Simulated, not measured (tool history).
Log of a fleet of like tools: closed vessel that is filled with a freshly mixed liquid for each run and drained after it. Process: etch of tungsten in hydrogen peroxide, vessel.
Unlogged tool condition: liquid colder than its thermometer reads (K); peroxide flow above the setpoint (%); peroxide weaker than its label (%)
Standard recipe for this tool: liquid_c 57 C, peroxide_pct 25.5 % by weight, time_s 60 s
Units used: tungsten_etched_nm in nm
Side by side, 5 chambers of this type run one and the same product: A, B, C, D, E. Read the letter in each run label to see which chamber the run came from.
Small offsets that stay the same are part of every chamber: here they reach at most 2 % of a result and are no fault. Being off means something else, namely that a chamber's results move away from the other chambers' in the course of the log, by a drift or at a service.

run,hour,liquid_c,peroxide_pct,time_s,hours since the thermometer was replaced,hours since the peroxide flow meter was replaced,hours since the drum of peroxide was connected,"read-back film thickness of the tungsten reference wafer, read on the same gauge (nm)",tungsten_etched_nm
1C,8.5,57,25.5,60,777,220.6,1082.9,110,97.027
2D,16.1,57,25.5,60,513.7,175.7,538.7,110.02,99.082
3B,22.9,57,25.5,60,498,314,359,110,97.77
4A,32.8,57,25.5,60,1367.8,1026.4,259.5,110.01,96.874
5E,44.4,57,25.5,60,1282.5,1305.9,359.3,109.98,97.974
6D,57.1,57,25.5,60,554.7,216.7,579.7,109.99,99.48
7A,64.1,57,25.5,60,1399.1,1057.7,290.8,110,96.359
8E,71,57,25.5,60,1309.1,1332.5,385.9,110.01,97.488
9C,81.5,57,25.5,60,850,293.6,1155.9,110,97.62
10B,90.8,57,25.5,60,565.9,381.9,426.9,110.01,97.873
# hour 99.9: chamber E: thermometer replaced
# hour 102.1: chamber C: new drum of peroxide connected
11D,103.6,57,25.5,60,601.2,263.2,626.2,110.02,99.304
12B,111.6,57,25.5,60,586.7,402.7,447.7,110.02,97.599
13A,121.3,53,29,60,1456.3,1114.9,348,109.98,81.975
# hour 130.2: chamber D: new drum of peroxide connected
14E,134.3,53,29,60,34.4,1395.8,449.2,110,82.541
15C,146.2,53,29,60,914.7,358.3,44.1,110.03,81.226
16A,159.3,53,29,60,1494.3,1152.9,386,110.02,80.885
17D,170.2,53,29,60,667.8,329.8,40.1,109.99,82.977
18C,180.7,57,25.5,60,949.2,392.8,78.6,110.01,96.682
19E,194.5,57,25.5,60,94.6,1456,509.4,110.01,98.014
20B,203.4,57,18.5,60,678.5,494.5,539.5,110.03,82.613
21D,217.3,57,18.5,60,714.9,376.9,87.2,109.98,83.175
# hour 225.4: chamber C: peroxide flow meter replaced
22B,227,57,18.5,60,702.1,518.1,563.1,110.01,82.921
# hour 232.8: chamber E: peroxide flow meter replaced
23A,236.3,57,18.5,60,1571.3,1229.9,463,109.98,81.993
24E,242.5,57,18.5,60,142.6,9.7,557.4,110,82.163
25C,254.7,57,25.5,60,1023.2,29.4,152.6,110,97.699
26E,266.8,57,25.5,90,166.9,34,581.7,109.99,147.33
27D,278.5,57,25.5,90,776.1,438.1,148.4,109.97,148.6
28C,287.9,57,25.5,90,1056.4,62.6,185.8,110,145.86
29B,297.1,57,25.5,90,772.2,588.2,633.2,110.02,148.22
# hour 298.7: chamber A: peroxide flow meter replaced
30A,310.7,57,25.5,90,1645.7,12,537.4,110.01,143.36
31E,321.7,57,25.5,60,221.8,88.9,636.6,110,97.412
32C,332.4,57,25.5,60,1100.9,107.1,230.3,110.02,96.905
33A,339.3,57,25.5,60,1674.3,40.6,566,110.01,95.746
34D,352.6,57,25.5,60,850.2,512.2,222.5,110.01,99.098
35B,365.1,57,25.5,60,840.2,656.2,701.2,109.99,97.609
36E,372.8,57,25.5,60,272.9,140,687.7,110.02,97.146
37C,382.6,57,25.5,60,1151.1,157.3,280.5,110,96.969
38A,389.9,57,22.5,40,1724.9,91.2,616.6,109.99,60.395

All chambers now run identical settings, listed one chamber a line with results as question marks. What results will each chamber show?
39A,399.8,57,25.5,60,,,,,?
39B,399.8,57,25.5,60,,,,,?
39C,399.8,57,25.5,60,,,,,?
39D,399.8,57,25.5,60,,,,,?
39E,399.8,57,25.5,60,,,,,?

run,tungsten_etched_nm
39A,95.888
39B,97.817
39C,98.692
39D,99.153
39E,97.345

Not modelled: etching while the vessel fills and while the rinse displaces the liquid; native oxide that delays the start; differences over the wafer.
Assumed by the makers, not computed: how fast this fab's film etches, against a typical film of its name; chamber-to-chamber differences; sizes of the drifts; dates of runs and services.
